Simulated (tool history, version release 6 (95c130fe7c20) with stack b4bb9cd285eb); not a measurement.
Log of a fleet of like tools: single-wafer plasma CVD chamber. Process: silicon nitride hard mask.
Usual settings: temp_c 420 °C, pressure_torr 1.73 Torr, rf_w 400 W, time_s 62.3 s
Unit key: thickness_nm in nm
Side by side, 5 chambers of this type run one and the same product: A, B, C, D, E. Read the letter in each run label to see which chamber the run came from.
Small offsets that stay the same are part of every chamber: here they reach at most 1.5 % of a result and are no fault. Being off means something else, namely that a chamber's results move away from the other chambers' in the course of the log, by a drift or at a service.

run   hour  temp_c  pressure_torr  rf_w  time_s  hours since the last thermocouple change  hours since the last RF generator calibration  hours since the last manometer calibration  read-back reference wafer on the same gauge, thickness_nm  thickness_nm
 1A    6.1     420           1.73   400    62.3                                     471.5                                          299.3                                       241.8                                                     98.535        86.578
 2C   11.6     420           1.73   400    62.3                                     912.4                                         1255.4                                       194.9                                                     98.515        87.536
 3D   17.1     420           1.73   400    62.3                                     875.2                                           20.5                                       822.1                                                     98.578        87.028
 4E   21.8     420           1.73   400    62.3                                     949.5                                          599.1                                      1067.9                                                     98.557        87.328
 5B   25.7     420           1.73   400    62.3                                    1814.9                                         1453.8                                      1041.6                                                     98.610        86.463
 6C   29.9     420           1.73   465    62.3                                     930.7                                         1273.7                                       213.2                                                     98.631        95.048
 7E   32.8     420           1.73   465    62.3                                     960.5                                          610.1                                      1078.9                                                     98.593        95.001
 8D   36.8     420           1.73   465    62.3                                     894.9                                           40.2                                       841.8                                                     98.576        94.789
 9B   40.7     420           1.73   465    62.3                                    1829.9                                         1468.8                                      1056.6                                                     98.651        94.160
10A   45.3     420           1.73   465    62.3                                     510.7                                          338.5                                       281.0                                                     98.667        94.450
11D   48.6     420           1.73   360    62.3                                     906.7                                           52.0                                       853.6                                                     98.633        81.269
12E   54.0     420           1.73   360    62.3                                     981.7                                          631.3                                      1100.1                                                     98.651        81.689
13C   58.7     420           1.73   360    62.3                                     959.5                                         1302.5                                       242.0                                                     98.679        82.021
      61.6  -- chamber D: thermocouple changed; heater temperature recalibrated
14B   65.1     420           1.73   360    62.3                                    1854.3                                         1493.2                                      1081.0                                                     98.709        81.215
15A   70.2     420           1.73   360    62.3                                     535.6                                          363.4                                       305.9                                                     98.732        81.470
16A   76.8     420           1.73   400    62.3                                     542.2                                          370.0                                       312.5                                                     98.747        86.823
17E   80.9     420           1.73   400    68.3                                    1008.6                                          658.2                                      1127.0                                                     98.736        95.827
18C   83.7     420           1.73   400    68.3                                     984.5                                         1327.5                                       267.0                                                     98.763        95.814
19B   87.4     420           1.73   400    68.3                                    1876.6                                         1515.5                                      1103.3                                                     98.760        95.061
20D   93.7     420           1.73   400    68.3                                      32.2                                           97.1                                       898.7                                                     98.804        95.553
21C  100.0     420           1.73   400    68.3                                    1000.8                                         1343.8                                       283.3                                                     98.887        95.803
22B  105.7     420           1.73   400    62.3                                    1894.9                                         1533.8                                      1121.6                                                     98.829        86.657
23E  110.8     420           1.73   400    62.3                                    1038.5                                          688.1                                      1156.9                                                     98.872        87.447
24D  115.4     420           1.73   400    62.3                                      53.9                                          118.8                                       920.4                                                     98.841        87.326
25A  121.3     420           1.73   400    62.3                                     586.7                                          414.5                                       357.0                                                     98.902        87.053
26C  124.6     420           1.73   400    62.3                                    1025.4                                         1368.4                                       307.9                                                     98.893        87.632
27A  131.0     420           1.73   400    62.3                                     596.4                                          424.2                                       366.7                                                     98.937        87.020
28E  134.1     420           1.73   400    62.3                                    1061.8                                          711.4                                      1180.2                                                     98.966        87.528
29B  138.6     420           1.73   400    62.3                                    1927.8                                         1566.7                                      1154.5                                                     98.989        86.501
30D  141.6     420           1.73   400    62.3                                      80.1                                          145.0                                       946.6                                                     98.956        87.254
31E  147.7     420           1.73   400    62.3                                    1075.4                                          725.0                                      1193.8                                                     98.988        87.686
32A  153.8     429           1.73   465    62.3                                     619.2                                          447.0                                       389.5                                                     99.030        94.710
33B  158.2     429           1.73   465    62.3                                    1947.4                                         1586.3                                      1174.1                                                     99.023        94.189
34D  163.3     429           1.73   465    62.3                                     101.8                                          166.7                                       968.3                                                     99.031        94.944
35C  169.6     429           1.73   465    62.3                                    1070.4                                         1413.4                                       352.9                                                     99.069        95.423
36B  173.2     429           1.73   465    62.3                                    1962.4                                         1601.3                                      1189.1                                                     99.062        94.107
37C  178.1     420           1.73   400    62.3                                    1078.9                                         1421.9                                       361.4                                                     99.115        87.764
38D  183.8     420           1.73   400    62.3                                     122.3                                          187.2                                       988.8                                                     99.109        87.664
39A  189.5     420           1.73   400    62.3                                     654.9                                          482.7                                       425.2                                                     99.152        87.210
40E  195.2     420           1.73   400    62.3                                    1122.9                                          772.5                                      1241.3                                                     99.129        87.628
41B  199.0     420           1.73   400    62.3                                    1988.2                                         1627.1                                      1214.9                                                     99.178        86.956
42A  204.3     420           1.73   350    62.3                                     669.7                                          497.5                                       440.0                                                     99.188        80.409

One chamber off, gauge drift, or nothing amiss beyond the chambers' own small offsets? If it is a chamber, which one, and what is the likeliest cause?

Every chamber seems to shift together because the gauge that measures them all drifts; the chambers themselves are fine.
Cause: gauge reads high (%) = 0.714.

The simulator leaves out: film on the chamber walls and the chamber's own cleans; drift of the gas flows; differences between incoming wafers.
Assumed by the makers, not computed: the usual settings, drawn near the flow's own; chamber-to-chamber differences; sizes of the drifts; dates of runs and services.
